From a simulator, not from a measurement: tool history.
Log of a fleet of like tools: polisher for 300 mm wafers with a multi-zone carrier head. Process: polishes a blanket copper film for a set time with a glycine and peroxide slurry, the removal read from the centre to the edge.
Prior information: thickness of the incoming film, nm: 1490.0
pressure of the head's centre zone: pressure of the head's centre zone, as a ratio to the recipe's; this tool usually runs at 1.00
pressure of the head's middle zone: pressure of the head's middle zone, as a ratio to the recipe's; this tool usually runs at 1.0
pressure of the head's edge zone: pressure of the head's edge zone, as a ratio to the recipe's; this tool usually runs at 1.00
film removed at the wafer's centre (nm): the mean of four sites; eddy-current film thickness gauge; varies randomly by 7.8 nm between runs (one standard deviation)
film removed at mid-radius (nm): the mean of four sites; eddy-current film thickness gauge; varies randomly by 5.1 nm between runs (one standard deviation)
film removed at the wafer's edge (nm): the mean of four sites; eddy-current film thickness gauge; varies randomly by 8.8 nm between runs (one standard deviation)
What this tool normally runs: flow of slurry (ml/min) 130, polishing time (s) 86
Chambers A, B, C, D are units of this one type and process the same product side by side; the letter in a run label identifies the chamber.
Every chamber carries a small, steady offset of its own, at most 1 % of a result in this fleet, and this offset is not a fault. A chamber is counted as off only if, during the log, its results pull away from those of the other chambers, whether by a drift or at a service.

run	hour	flow of slurry (ml/min)	pressure of the head's centre zone	pressure of the head's middle zone	pressure of the head's edge zone	polishing time (s)	wafers polished on this pad	hours since the slurry nozzle was cleaned	hours since the centre zone pressure was calibrated	hours since the edge zone pressure was calibrated	film removed at the wafer's centre (nm)	film removed at mid-radius (nm)	film removed at the wafer's edge (nm)
1B	8.6	130	1.00	1.0	1.00	86	264	335.7	228.8	104.7	584.99	596.12	582.02
2D	17.7	130	1.00	1.0	1.00	86	830	227.6	451.6	935.9	584.29	596.89	587.97
3A	23.1	130	1.00	1.0	1.00	86	783	219.8	459.9	797.7	589.46	600.70	591.74
# hour 24.9: chamber D: edge zone pressure recalibrated
4C	28.0	130	1.00	1.0	1.00	86	513	116.4	627.8	607.2	598.92	605.91	590.07
5C	32.0	175	1.08	1.0	1.00	86	554	120.4	631.8	611.2	703.48	630.02	623.43
# hour 33.2: chamber D: worn pad replaced by a new one
6B	40.1	175	1.08	1.0	1.00	86	589	367.2	260.3	136.2	691.23	625.94	601.52
7D	49.0	175	1.08	1.0	1.00	86	162	258.9	482.9	24.2	694.49	632.34	618.00
8A	57.2	175	1.08	1.0	1.00	86	1134	253.9	494.0	831.8	671.69	623.39	610.35
# hour 57.5: chamber A: worn pad replaced by a new one
9A	62.4	130	1.00	1.0	1.00	86	51	259.1	499.2	837.0	594.20	597.06	586.22
# hour 66.9: chamber C: worn pad replaced by a new one
10B	69.8	130	1.00	1.0	1.00	86	895	396.9	290.0	165.9	574.80	563.26	589.80
11D	75.9	130	1.00	1.0	1.00	86	440	285.8	509.8	51.1	583.90	583.70	589.47
12C	81.9	130	1.00	1.0	1.00	86	155	170.3	681.7	661.1	598.84	600.84	594.39
13A	89.9	130	1.00	1.0	1.00	86	334	286.6	526.7	864.5	588.40	603.04	594.09
# hour 94.2: chamber B: worn pad replaced by a new one
14B	98.5	130	1.00	1.0	1.00	86	44	425.6	318.7	194.6	557.97	563.64	573.68
15C	103.6	130	1.00	1.0	1.00	86	378	192.0	703.4	682.8	594.97	603.36	593.11
16D	108.6	130	1.00	1.0	1.00	86	777	318.5	542.5	83.8	584.13	587.84	587.07
# hour 109.1: chamber A: edge zone pressure recalibrated
17A	116.5	130	1.11	1.0	1.11	86	608	313.2	553.3	7.5	658.08	601.76	614.18
18C	120.6	130	1.11	1.0	1.11	86	554	209.0	720.4	699.8	678.44	600.21	633.93
19D	125.4	130	1.11	1.0	1.11	86	950	335.3	559.3	100.6	659.17	595.02	629.33
20B	130.1	130	1.11	1.0	1.11	86	370	457.2	350.3	226.2	590.32	542.56	603.73
# hour 134.7: chamber D: worn pad replaced by a new one
21B	135.5	130	1.00	1.0	1.00	86	426	462.6	355.7	231.6	538.95	533.91	561.07
22C	139.8	130	1.00	1.0	1.00	86	752	228.2	739.6	719.0	602.82	603.16	594.47
23A	148.5	130	1.00	1.0	1.00	86	938	345.2	585.3	39.5	598.79	598.03	596.59
24D	155.4	165	1.00	1.0	1.00	86	213	365.3	589.3	130.6	615.51	615.10	610.31

Read the log: is a single chamber off, either drifting away or since a service, is the gauge that measures every chamber drifting, or is nothing wrong beyond small per-chamber offsets? Name any odd chamber and what most likely caused it.

It is chamber B that slowly wanders off from its peers.
What lies behind it: slurry flow missing at the pad, % = 39.8.

Below are 4 candidate recipes for chamber B's next run, each the usual settings with a change, their results shown as question marks. Which of them brings B's results back in line with what the other chambers give on the usual settings?
In-line tolerance around the mean of the other chambers on the usual settings: film removed at the wafer's centre (nm) 27.00; film removed at mid-radius (nm) 18.00; film removed at the wafer's edge (nm) 31.00
25B-1	162.0	145	1.03	1.04	0.97	93					?	?	?
25B-2	162.0	120	0.97	0.96	1.03	80					?	?	?
25B-3	162.0	125	0.99	0.99	1.01	83					?	?	?
25B-4	162.0	135	1.01	1.01	0.99	89					?	?	?

Usual-settings mean across the other chambers: film removed at the wafer's centre (nm) 590.91; film removed at mid-radius (nm) 594.02; film removed at the wafer's edge (nm) 591.44
run	film removed at the wafer's centre (nm)	film removed at mid-radius (nm)	film removed at the wafer's edge (nm)
25B-1	585.61	592.92	591.44
25B-2	436.60	443.77	503.82
25B-3	471.70	480.87	522.11
25B-4	533.65	539.51	563.57
The answer is 25B-1, which returns the chamber to within the allowed miss of the others.

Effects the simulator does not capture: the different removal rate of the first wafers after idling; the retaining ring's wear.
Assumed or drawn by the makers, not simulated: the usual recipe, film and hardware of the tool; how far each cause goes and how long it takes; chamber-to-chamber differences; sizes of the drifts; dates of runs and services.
